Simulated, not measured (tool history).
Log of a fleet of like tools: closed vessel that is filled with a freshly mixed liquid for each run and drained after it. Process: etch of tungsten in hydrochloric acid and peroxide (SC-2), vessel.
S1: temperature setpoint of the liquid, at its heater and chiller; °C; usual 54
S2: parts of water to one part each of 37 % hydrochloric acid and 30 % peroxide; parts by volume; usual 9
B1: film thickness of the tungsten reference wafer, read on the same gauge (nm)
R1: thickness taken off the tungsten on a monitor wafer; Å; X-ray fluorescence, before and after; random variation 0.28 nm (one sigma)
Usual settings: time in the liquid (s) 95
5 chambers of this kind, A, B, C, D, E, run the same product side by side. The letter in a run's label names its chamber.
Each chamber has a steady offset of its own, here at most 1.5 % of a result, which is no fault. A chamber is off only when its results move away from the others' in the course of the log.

Run 1B, hour 7.5: usual settings; B1 30.002. Result: R1 294.14 Å.
Run 2D, hour 17.3: usual settings; B1 29.998. Result: R1 292.18 Å.
Run 3A, hour 30.5: usual settings; B1 30.011. Result: R1 289.88 Å.
Run 4C, hour 38.8: usual settings; B1 29.978. Result: R1 296.15 Å.
Run 5E, hour 50.3: usual settings; B1 30.025. Result: R1 302.35 Å.
At hour 52.4: chamber A: thermometer replaced.
Run 6A, hour 57.2: usual settings; B1 30.069. Result: R1 290.27 Å.
Run 7C, hour 64.3: usual settings; B1 30.041. Result: R1 297.74 Å.
Run 8B, hour 78: usual settings but time in the liquid (s) 140; B1 29.991. Result: R1 434.69 Å.
At hour 82.6: chamber D: thermometer replaced.
Run 9E, hour 86.7: usual settings but time in the liquid (s) 140; B1 29.99. Result: R1 435.11 Å.
Run 10D, hour 93.6: usual settings but time in the liquid (s) 140; B1 29.998. Result: R1 429.51 Å.
Run 11C, hour 101.9: usual settings but time in the liquid (s) 140; B1 29.998. Result: R1 432.3 Å.
At hour 105.6: chamber A: new drum of peroxide connected.
Run 12A, hour 114.3: usual settings but time in the liquid (s) 140; B1 29.997. Result: R1 433.01 Å.
Run 13D, hour 127.2: usual settings; B1 30.031. Result: R1 289.46 Å.
At hour 129.6: chamber B: thermometer replaced.
Run 14B, hour 136.9: usual settings but S2 6 parts by volume, time in the liquid (s) 70; B1 29.983. Result: R1 297.88 Å.
Run 15E, hour 145.9: usual settings but S2 6 parts by volume, time in the liquid (s) 70; B1 30.034. Result: R1 300.59 Å.
At hour 152.1: chamber C: chemicals flow meter replaced.
Run 16A, hour 159.4: usual settings but S2 6 parts by volume, time in the liquid (s) 70; B1 30.018. Result: R1 293.88 Å.
Run 17E, hour 170.5: usual settings but S2 6 parts by volume, time in the liquid (s) 70; B1 29.993. Result: R1 302.2 Å.
Run 18C, hour 180.6: usual settings but S2 6 parts by volume, time in the liquid (s) 70; B1 30.021. Result: R1 296.61 Å.
Run 19B, hour 190.3: usual settings but S1 63 °C, time in the liquid (s) 80; B1 29.971. Result: R1 437.23 Å.
Run 20D, hour 197.2: usual settings but S1 63 °C, time in the liquid (s) 80; B1 29.996. Result: R1 434.67 Å.
Run 21A, hour 205.3: usual settings but S1 63 °C, time in the liquid (s) 80; B1 29.963. Result: R1 434.86 Å.
Run 22D, hour 211.6: usual settings but S1 63 °C, time in the liquid (s) 80; B1 30.03. Result: R1 436.41 Å.
Run 23E, hour 221.2: usual settings but S1 63 °C, time in the liquid (s) 80; B1 29.99. Result: R1 444.41 Å.
Run 24C, hour 233.8: usual settings; B1 29.995. Result: R1 281.61 Å.
At hour 235.3: chamber D: new drum of peroxide connected.
Run 25B, hour 246.5: usual settings; B1 30.003. Result: R1 293.82 Å.
Run 26C, hour 257.5: usual settings; B1 30.012. Result: R1 279.61 Å.
Run 27B, hour 264.1: usual settings; B1 30.005. Result: R1 296.65 Å.
Run 28A, hour 272.6: usual settings; B1 29.992. Result: R1 295.23 Å.
Run 29E, hour 284.4: usual settings; B1 29.989. Result: R1 300.85 Å.
Run 30D, hour 294.8: usual settings; B1 30.03. Result: R1 293.06 Å.
Run 31B, hour 305.9: usual settings; B1 30.024. Result: R1 293.76 Å.
At hour 308.4: chamber B: new drum of peroxide connected.
Run 32C, hour 318.2: usual settings; B1 30.075. Result: R1 274.23 Å.
Run 33E, hour 324.7: usual settings; B1 30.016. Result: R1 300.02 Å.
Run 34D, hour 332.3: usual settings; B1 30.008. Result: R1 291.12 Å.
At hour 333.1: chamber C: new drum of peroxide connected.
Run 35A, hour 338.6: usual settings; B1 30.049. Result: R1 288.86 Å.
Run 36C, hour 347.8: usual settings; B1 30.021. Result: R1 276.05 Å.
Run 37D, hour 361.5: usual settings but time in the liquid (s) 140; B1 30.075. Result: R1 426.45 Å.
Run 38E, hour 367.5: usual settings but time in the liquid (s) 140; B1 29.987. Result: R1 443.56 Å.
Run 39B, hour 379.9: usual settings but time in the liquid (s) 140; B1 30.006. Result: R1 435.2 Å.
Run 40A, hour 386.8: usual settings but time in the liquid (s) 140; B1 29.991. Result: R1 430.24 Å.
Run 41A, hour 396.2: usual settings but time in the liquid (s) 140; B1 30.053. Result: R1 430.16 Å.

Next, every chamber runs the same settings. What will each give?
Run 42A, hour 406.2: usual settings but S1 57.5 °C. Result: R1 ?.
Run 42B, hour 406.2: usual settings but S1 57.5 °C. Result: R1 ?.
Run 42C, hour 406.2: usual settings but S1 57.5 °C. Result: R1 ?.
Run 42D, hour 406.2: usual settings but S1 57.5 °C. Result: R1 ?.
Run 42E, hour 406.2: usual settings but S1 57.5 °C. Result: R1 ?.

run      R1
42A  365.64
42B  374.69
42C  341.83
42D  372.31
42E  370.68
